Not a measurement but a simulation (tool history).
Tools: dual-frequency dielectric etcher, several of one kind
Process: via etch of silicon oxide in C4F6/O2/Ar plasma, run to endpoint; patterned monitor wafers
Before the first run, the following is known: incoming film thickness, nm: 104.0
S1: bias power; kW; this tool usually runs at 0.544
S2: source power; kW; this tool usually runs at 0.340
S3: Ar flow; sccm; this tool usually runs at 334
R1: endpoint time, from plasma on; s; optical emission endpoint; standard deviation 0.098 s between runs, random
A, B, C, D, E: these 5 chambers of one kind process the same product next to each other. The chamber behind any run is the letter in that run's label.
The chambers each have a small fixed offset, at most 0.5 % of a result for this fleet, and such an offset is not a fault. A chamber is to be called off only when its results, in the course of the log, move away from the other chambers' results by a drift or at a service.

run,hour,S1,S2,S3,R1
1A,4.5,0.544,0.340,334,23.968
2C,10.8,0.544,0.340,334,23.912
3B,17.4,0.544,0.340,334,23.853
4E,23.4,0.544,0.340,334,23.832
5D,28.3,0.544,0.340,334,23.957
6C,33.7,0.544,0.340,334,23.841
7D,37.2,0.544,0.340,334,23.851
# hour 42.1: chamber E: bias power generator calibrated
8E,42.1,0.544,0.340,334,23.608
# hour 47.5: chamber D: wet clean of the chamber
9B,47.7,0.544,0.340,334,23.755
10A,52.2,0.544,0.340,334,24.042
11C,56.7,0.470,0.340,277,24.664
12A,61.3,0.470,0.340,277,24.622
13B,66.7,0.470,0.340,277,24.654
14E,70.5,0.470,0.340,277,24.711
15D,77.1,0.470,0.340,277,24.695
16D,80.6,0.544,0.340,334,23.916
17B,86.6,0.544,0.340,334,23.811
18E,90.6,0.413,0.400,334,24.673
19A,97.2,0.413,0.400,334,24.883
# hour 102.1: chamber A: wet clean of the chamber
20C,102.8,0.413,0.400,334,24.954
21B,108.8,0.413,0.400,334,25.204
22D,114.9,0.413,0.400,334,25.023
# hour 115.3: chamber E: wet clean of the chamber
23E,121.2,0.544,0.340,334,23.954
24A,128.0,0.544,0.340,334,25.125
25C,131.6,0.413,0.340,334,26.480
26E,135.6,0.413,0.340,334,26.439
27D,141.1,0.413,0.340,334,26.576
28B,144.4,0.413,0.340,334,26.773
29A,149.3,0.413,0.340,334,27.824
30C,152.6,0.544,0.290,334,25.452
31B,159.1,0.544,0.290,334,25.487

Each of the 5 chambers runs these same settings next. Fill in every chamber's results:
32A,164.1,0.483,0.340,334,?
32B,164.1,0.483,0.340,334,?
32C,164.1,0.483,0.340,334,?
32D,164.1,0.483,0.340,334,?
32E,164.1,0.483,0.340,334,?

run,R1
32A,26.066
32B,25.129
32C,25.091
32D,25.089
32E,25.023

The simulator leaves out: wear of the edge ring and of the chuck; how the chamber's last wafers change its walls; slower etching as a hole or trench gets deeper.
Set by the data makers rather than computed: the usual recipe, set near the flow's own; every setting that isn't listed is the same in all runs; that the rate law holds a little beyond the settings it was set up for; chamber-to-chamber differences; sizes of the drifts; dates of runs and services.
